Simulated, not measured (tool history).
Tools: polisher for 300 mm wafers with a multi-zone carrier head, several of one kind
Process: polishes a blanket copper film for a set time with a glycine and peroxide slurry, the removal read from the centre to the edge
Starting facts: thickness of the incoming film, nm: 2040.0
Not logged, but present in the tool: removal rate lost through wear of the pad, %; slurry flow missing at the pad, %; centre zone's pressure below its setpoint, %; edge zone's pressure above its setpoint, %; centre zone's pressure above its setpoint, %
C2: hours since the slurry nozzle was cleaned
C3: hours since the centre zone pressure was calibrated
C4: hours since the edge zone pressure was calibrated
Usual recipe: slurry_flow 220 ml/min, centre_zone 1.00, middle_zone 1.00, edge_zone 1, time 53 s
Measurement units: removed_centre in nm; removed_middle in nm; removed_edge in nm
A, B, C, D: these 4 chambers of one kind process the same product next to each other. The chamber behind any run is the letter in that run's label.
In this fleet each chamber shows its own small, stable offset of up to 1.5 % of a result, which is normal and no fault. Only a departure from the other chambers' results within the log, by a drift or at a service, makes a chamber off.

{"run": "1B", "hour": 3.6, "slurry_flow": 220, "centre_zone": 1.0, "middle_zone": 1.0, "edge_zone": 1, "time": 53, "wafers polished on this pad": 384, "C2": 166.0, "C3": 102.2, "C4": 448.7, "removed_centre": 240.09, "removed_middle": 241.39, "removed_edge": 239.93}
{"run": "2C", "hour": 9.0, "slurry_flow": 220, "centre_zone": 1.0, "middle_zone": 1.0, "edge_zone": 1, "time": 53, "wafers polished on this pad": 172, "C2": 643.6, "C3": 21.8, "C4": 1108.1, "removed_centre": 239.26, "removed_middle": 237.06, "removed_edge": 237.65}
{"run": "3D", "hour": 16.2, "slurry_flow": 220, "centre_zone": 1.0, "middle_zone": 1.0, "edge_zone": 1, "time": 53, "wafers polished on this pad": 470, "C2": 496.6, "C3": 159.9, "C4": 759.8, "removed_centre": 242.7, "removed_middle": 236.77, "removed_edge": 239.52}
{"run": "4A", "hour": 20.1, "slurry_flow": 220, "centre_zone": 1.0, "middle_zone": 1.0, "edge_zone": 1, "time": 53, "wafers polished on this pad": 318, "C2": 203.5, "C3": 604.2, "C4": 272.6, "removed_centre": 242.67, "removed_middle": 244.02, "removed_edge": 243.44}
{"run": "5A", "hour": 24.6, "slurry_flow": 220, "centre_zone": 1.0, "middle_zone": 1.0, "edge_zone": 1, "time": 53, "wafers polished on this pad": 359, "C2": 208.0, "C3": 608.7, "C4": 277.1, "removed_centre": 241.94, "removed_middle": 243.74, "removed_edge": 239.31}
{"run": "6B", "hour": 29.6, "slurry_flow": 220, "centre_zone": 1.0, "middle_zone": 1.0, "edge_zone": 1, "time": 53, "wafers polished on this pad": 623, "C2": 192.0, "C3": 128.2, "C4": 474.7, "removed_centre": 241.37, "removed_middle": 241.04, "removed_edge": 239.64}
{"hour": 30.7, "done": "chamber B: slurry nozzle cleaned"}
{"run": "7D", "hour": 33.5, "slurry_flow": 220, "centre_zone": 1.0, "middle_zone": 1.0, "edge_zone": 1, "time": 53, "wafers polished on this pad": 629, "C2": 513.9, "C3": 177.2, "C4": 777.1, "removed_centre": 241.11, "removed_middle": 243.98, "removed_edge": 236.83}
{"run": "8C", "hour": 38.5, "slurry_flow": 220, "centre_zone": 1.0, "middle_zone": 1.0, "edge_zone": 1, "time": 53, "wafers polished on this pad": 443, "C2": 673.1, "C3": 51.3, "C4": 1137.6, "removed_centre": 237.87, "removed_middle": 240.7, "removed_edge": 241.0}
{"hour": 40.6, "done": "chamber B: worn pad replaced by a new one"}
{"run": "9A", "hour": 44.9, "slurry_flow": 220, "centre_zone": 0.93, "middle_zone": 1.0, "edge_zone": 1, "time": 53, "wafers polished on this pad": 546, "C2": 228.3, "C3": 629.0, "C4": 297.4, "removed_centre": 224.66, "removed_middle": 244.56, "removed_edge": 243.31}
{"run": "10C", "hour": 50.7, "slurry_flow": 220, "centre_zone": 0.93, "middle_zone": 1.0, "edge_zone": 1, "time": 53, "wafers polished on this pad": 556, "C2": 685.3, "C3": 63.5, "C4": 1149.8, "removed_centre": 220.83, "removed_middle": 240.94, "removed_edge": 241.48}
{"hour": 52.8, "done": "chamber A: worn pad replaced by a new one"}
{"hour": 54.6, "done": "chamber D: worn pad replaced by a new one"}
{"run": "11D", "hour": 57.8, "slurry_flow": 220, "centre_zone": 0.93, "middle_zone": 1.0, "edge_zone": 1, "time": 53, "wafers polished on this pad": 29, "C2": 538.2, "C3": 201.5, "C4": 801.4, "removed_centre": 220.6, "removed_middle": 240.88, "removed_edge": 241.16}
{"run": "12B", "hour": 64.3, "slurry_flow": 220, "centre_zone": 0.93, "middle_zone": 1.0, "edge_zone": 1, "time": 53, "wafers polished on this pad": 218, "C2": 33.7, "C3": 162.9, "C4": 509.4, "removed_centre": 219.42, "removed_middle": 243.54, "removed_edge": 239.0}
{"run": "13C", "hour": 68.8, "slurry_flow": 220, "centre_zone": 1.0, "middle_zone": 1.0, "edge_zone": 1, "time": 53, "wafers polished on this pad": 722, "C2": 703.4, "C3": 81.6, "C4": 1167.9, "removed_centre": 238.83, "removed_middle": 235.18, "removed_edge": 241.47}
{"hour": 73.8, "done": "chamber D: edge zone pressure recalibrated"}
{"run": "14D", "hour": 75.2, "slurry_flow": 220, "centre_zone": 1.0, "middle_zone": 1.0, "edge_zone": 1, "time": 53, "wafers polished on this pad": 189, "C2": 555.6, "C3": 218.9, "C4": 1.4, "removed_centre": 243.5, "removed_middle": 237.51, "removed_edge": 236.76}
{"run": "15A", "hour": 79.2, "slurry_flow": 220, "centre_zone": 1.0, "middle_zone": 1.0, "edge_zone": 1, "time": 53, "wafers polished on this pad": 243, "C2": 262.6, "C3": 663.3, "C4": 331.7, "removed_centre": 242.43, "removed_middle": 241.53, "removed_edge": 243.42}
{"hour": 79.6, "done": "chamber A: centre zone pressure recalibrated"}
{"run": "16B", "hour": 82.6, "slurry_flow": 220, "centre_zone": 1.0, "middle_zone": 1.0, "edge_zone": 1, "time": 53, "wafers polished on this pad": 387, "C2": 52.0, "C3": 181.2, "C4": 527.7, "removed_centre": 241.22, "removed_middle": 248.0, "removed_edge": 241.24}
{"run": "17B", "hour": 89.3, "slurry_flow": 220, "centre_zone": 1.0, "middle_zone": 1.0, "edge_zone": 1, "time": 53, "wafers polished on this pad": 448, "C2": 58.7, "C3": 187.9, "C4": 534.4, "removed_centre": 238.99, "removed_middle": 243.92, "removed_edge": 241.62}
{"hour": 92.2, "done": "chamber C: slurry nozzle cleaned"}
{"run": "18D", "hour": 96.0, "slurry_flow": 220, "centre_zone": 1.0, "middle_zone": 1.0, "edge_zone": 1, "time": 53, "wafers polished on this pad": 380, "C2": 576.4, "C3": 239.7, "C4": 22.2, "removed_centre": 240.87, "removed_middle": 238.36, "removed_edge": 236.63}
{"hour": 100.8, "done": "chamber C: worn pad replaced by a new one"}
{"run": "19C", "hour": 102.3, "slurry_flow": 220, "centre_zone": 1.0, "middle_zone": 1.0, "edge_zone": 1, "time": 53, "wafers polished on this pad": 13, "C2": 10.1, "C3": 115.1, "C4": 1201.4, "removed_centre": 240.31, "removed_middle": 245.64, "removed_edge": 238.79}
{"run": "20A", "hour": 109.1, "slurry_flow": 220, "centre_zone": 1.0, "middle_zone": 1.0, "edge_zone": 1, "time": 53, "wafers polished on this pad": 518, "C2": 292.5, "C3": 29.5, "C4": 361.6, "removed_centre": 223.77, "removed_middle": 248.15, "removed_edge": 242.91}
{"hour": 110.6, "done": "chamber B: worn pad replaced by a new one"}
{"run": "21A", "hour": 114.5, "slurry_flow": 220, "centre_zone": 1.0, "middle_zone": 1.0, "edge_zone": 1, "time": 53, "wafers polished on this pad": 568, "C2": 297.9, "C3": 34.9, "C4": 367.0, "removed_centre": 224.71, "removed_middle": 238.23, "removed_edge": 240.41}
{"hour": 116.0, "done": "chamber A: worn pad replaced by a new one"}
{"run": "22B", "hour": 119.4, "slurry_flow": 220, "centre_zone": 1.0, "middle_zone": 1.0, "edge_zone": 1, "time": 53, "wafers polished on this pad": 81, "C2": 88.8, "C3": 218.0, "C4": 564.5, "removed_centre": 242.16, "removed_middle": 240.39, "removed_edge": 244.13}
{"run": "23D", "hour": 124.8, "slurry_flow": 220, "centre_zone": 1.0, "middle_zone": 1.0, "edge_zone": 1, "time": 53, "wafers polished on this pad": 645, "C2": 605.2, "C3": 268.5, "C4": 51.0, "removed_centre": 240.42, "removed_middle": 238.66, "removed_edge": 240.57}
{"run": "24C", "hour": 128.7, "slurry_flow": 220, "centre_zone": 1.0, "middle_zone": 1.0, "edge_zone": 1, "time": 53, "wafers polished on this pad": 256, "C2": 36.5, "C3": 141.5, "C4": 1227.8, "removed_centre": 235.19, "removed_middle": 242.79, "removed_edge": 240.59}
{"run": "25D", "hour": 135.6, "slurry_flow": 220, "centre_zone": 1.0, "middle_zone": 1.0, "edge_zone": 1, "time": 53, "wafers polished on this pad": 745, "C2": 616.0, "C3": 279.3, "C4": 61.8, "removed_centre": 242.55, "removed_middle": 238.06, "removed_edge": 239.13}
{"run": "26C", "hour": 141.8, "slurry_flow": 220, "centre_zone": 1.0, "middle_zone": 1.0, "edge_zone": 1, "time": 53, "wafers polished on this pad": 377, "C2": 49.6, "C3": 154.6, "C4": 1240.9, "removed_centre": 239.84, "removed_middle": 240.82, "removed_edge": 242.27}
{"hour": 146.4, "done": "chamber D: worn pad replaced by a new one"}
{"run": "27A", "hour": 148.4, "slurry_flow": 220, "centre_zone": 1.0, "middle_zone": 1.0, "edge_zone": 1, "time": 53, "wafers polished on this pad": 298, "C2": 331.8, "C3": 68.8, "C4": 400.9, "removed_centre": 223.78, "removed_middle": 238.91, "removed_edge": 242.85}
{"hour": 150.9, "done": "chamber C: edge zone pressure recalibrated"}
{"run": "28B", "hour": 155.0, "slurry_flow": 220, "centre_zone": 1.0, "middle_zone": 1.0, "edge_zone": 1, "time": 53, "wafers polished on this pad": 409, "C2": 124.4, "C3": 253.6, "C4": 600.1, "removed_centre": 241.34, "removed_middle": 245.87, "removed_edge": 237.38}
{"run": "29D", "hour": 161.0, "slurry_flow": 220, "centre_zone": 1.0, "middle_zone": 1.0, "edge_zone": 1, "time": 53, "wafers polished on this pad": 134, "C2": 641.4, "C3": 304.7, "C4": 87.2, "removed_centre": 237.09, "removed_middle": 237.81, "removed_edge": 241.75}
{"run": "30B", "hour": 167.1, "slurry_flow": 220, "centre_zone": 1.0, "middle_zone": 0.89, "edge_zone": 1, "time": 53, "wafers polished on this pad": 520, "C2": 136.5, "C3": 265.7, "C4": 612.2, "removed_centre": 238.55, "removed_middle": 216.06, "removed_edge": 240.95}
{"run": "31C", "hour": 170.3, "slurry_flow": 220, "centre_zone": 1.0, "middle_zone": 0.89, "edge_zone": 1, "time": 53, "wafers polished on this pad": 639, "C2": 78.1, "C3": 183.1, "C4": 19.5, "removed_centre": 238.58, "removed_middle": 216.76, "removed_edge": 240.57}
{"run": "32A", "hour": 176.5, "slurry_flow": 220, "centre_zone": 1.0, "middle_zone": 0.89, "edge_zone": 1, "time": 53, "wafers polished on this pad": 557, "C2": 359.9, "C3": 96.9, "C4": 429.0, "removed_centre": 222.42, "removed_middle": 220.31, "removed_edge": 243.34}
{"hour": 177.9, "done": "chamber D: centre zone pressure recalibrated"}
{"run": "33A", "hour": 182.5, "slurry_flow": 220, "centre_zone": 1.0, "middle_zone": 0.89, "edge_zone": 1, "time": 53, "wafers polished on this pad": 612, "C2": 365.9, "C3": 102.9, "C4": 435.0, "removed_centre": 223.58, "removed_middle": 221.21, "removed_edge": 246.89}
{"hour": 186.1, "done": "chamber B: worn pad replaced by a new one"}
{"hour": 188.6, "done": "chamber A: worn pad replaced by a new one"}
{"run": "34C", "hour": 189.1, "slurry_flow": 220, "centre_zone": 1.0, "middle_zone": 1.0, "edge_zone": 1, "time": 53, "wafers polished on this pad": 812, "C2": 96.9, "C3": 201.9, "C4": 38.3, "removed_centre": 237.45, "removed_middle": 241.65, "removed_edge": 240.43}
{"run": "35B", "hour": 195.0, "slurry_flow": 220, "centre_zone": 1.0, "middle_zone": 1.0, "edge_zone": 1, "time": 53, "wafers polished on this pad": 82, "C2": 164.4, "C3": 293.6, "C4": 640.1, "removed_centre": 239.35, "removed_middle": 239.46, "removed_edge": 244.58}
{"hour": 199.2, "done": "chamber C: worn pad replaced by a new one"}
{"run": "36D", "hour": 200.2, "slurry_flow": 220, "centre_zone": 1.0, "middle_zone": 1.0, "edge_zone": 1, "time": 53, "wafers polished on this pad": 495, "C2": 680.6, "C3": 22.4, "C4": 126.4, "removed_centre": 237.88, "removed_middle": 241.48, "removed_edge": 237.11}
{"run": "37B", "hour": 205.3, "slurry_flow": 220, "centre_zone": 1.0, "middle_zone": 1.0, "edge_zone": 1, "time": 53, "wafers polished on this pad": 177, "C2": 174.7, "C3": 303.9, "C4": 650.4, "removed_centre": 238.2, "removed_middle": 240.13, "removed_edge": 241.49}
{"run": "38A", "hour": 209.8, "slurry_flow": 220, "centre_zone": 1.0, "middle_zone": 1.0, "edge_zone": 1, "time": 53, "wafers polished on this pad": 195, "C2": 393.2, "C3": 130.2, "C4": 462.3, "removed_centre": 225.39, "removed_middle": 242.83, "removed_edge": 245.61}
{"run": "39C", "hour": 216.8, "slurry_flow": 220, "centre_zone": 1.0, "middle_zone": 1.0, "edge_zone": 1, "time": 53, "wafers polished on this pad": 162, "C2": 124.6, "C3": 229.6, "C4": 66.0, "removed_centre": 237.6, "removed_middle": 245.86, "removed_edge": 242.99}
{"run": "40D", "hour": 221.6, "slurry_flow": 220, "centre_zone": 1.0, "middle_zone": 1.0, "edge_zone": 1, "time": 53, "wafers polished on this pad": 692, "C2": 702.0, "C3": 43.8, "C4": 147.8, "removed_centre": 239.96, "removed_middle": 238.15, "removed_edge": 237.08}
{"run": "41B", "hour": 228.7, "slurry_flow": 260, "centre_zone": 1.0, "middle_zone": 1.0, "edge_zone": 1, "time": 62, "wafers polished on this pad": 392, "C2": 198.1, "C3": 327.3, "C4": 673.8, "removed_centre": 290.36, "removed_middle": 284.4, "removed_edge": 287.06}
{"run": "42A", "hour": 235.3, "slurry_flow": 260, "centre_zone": 1.0, "middle_zone": 1.0, "edge_zone": 1, "time": 62, "wafers polished on this pad": 430, "C2": 418.7, "C3": 155.7, "C4": 487.8, "removed_centre": 265.54, "removed_middle": 293.33, "removed_edge": 291.22}
{"run": "43D", "hour": 240.2, "slurry_flow": 260, "centre_zone": 1.0, "middle_zone": 1.0, "edge_zone": 1, "time": 62, "wafers polished on this pad": 863, "C2": 720.6, "C3": 62.4, "C4": 166.4, "removed_centre": 290.84, "removed_middle": 287.47, "removed_edge": 284.82}
{"run": "44C", "hour": 245.2, "slurry_flow": 260, "centre_zone": 1.0, "middle_zone": 1.0, "edge_zone": 1, "time": 62, "wafers polished on this pad": 423, "C2": 153.0, "C3": 258.0, "C4": 94.4, "removed_centre": 283.31, "removed_middle": 293.94, "removed_edge": 280.96}

Read the log: is a single chamber off, either drifting away or since a service, is the gauge that measures every chamber drifting, or is nothing wrong beyond small per-chamber offsets? Name any odd chamber and what most likely caused it.

Chamber A has stood off from the others ever since a service on it.
What lies behind it: centre zone's pressure below its setpoint, % = 7.03.

Here are 4 candidates for chamber A's next run, each the usual settings with a change, their results left as question marks. Which one brings its results back in line with what the others give on the usual settings?
In line here means within this much of the mean the other chambers give on the usual settings: removed_centre 7.00 nm; removed_middle 9.40 nm; removed_edge 6.50 nm
{"run": "45A-1", "hour": 250.3, "slurry_flow": 225, "centre_zone": 1.06, "middle_zone": 1.0, "edge_zone": 0.97, "time": 53, "removed_centre": "?", "removed_middle": "?", "removed_edge": "?"}
{"run": "45A-2", "hour": 250.3, "slurry_flow": 210, "centre_zone": 0.88, "middle_zone": 1.0, "edge_zone": 1.05, "time": 53, "removed_centre": "?", "removed_middle": "?", "removed_edge": "?"}
{"run": "45A-3", "hour": 250.3, "slurry_flow": 215, "centre_zone": 0.94, "middle_zone": 1.0, "edge_zone": 1.03, "time": 53, "removed_centre": "?", "removed_middle": "?", "removed_edge": "?"}
{"run": "45A-4", "hour": 250.3, "slurry_flow": 230, "centre_zone": 1.13, "middle_zone": 0.99, "edge_zone": 0.95, "time": 53, "removed_centre": "?", "removed_middle": "?", "removed_edge": "?"}

On the usual settings, the other chambers give on average: removed_centre 239.40 nm; removed_middle 241.13 nm; removed_edge 239.86 nm
run=45A-1 removed_centre=239.62 removed_middle=241.07 removed_edge=240.31
run=45A-2 removed_centre=193.63 removed_middle=239.07 removed_edge=248.69
run=45A-3 removed_centre=208.89 removed_middle=239.77 removed_edge=246.78
run=45A-4 removed_centre=257.52 removed_middle=239.47 removed_edge=238.31
The right change is 45A-1: it brings the chamber back within the allowed miss of the others.
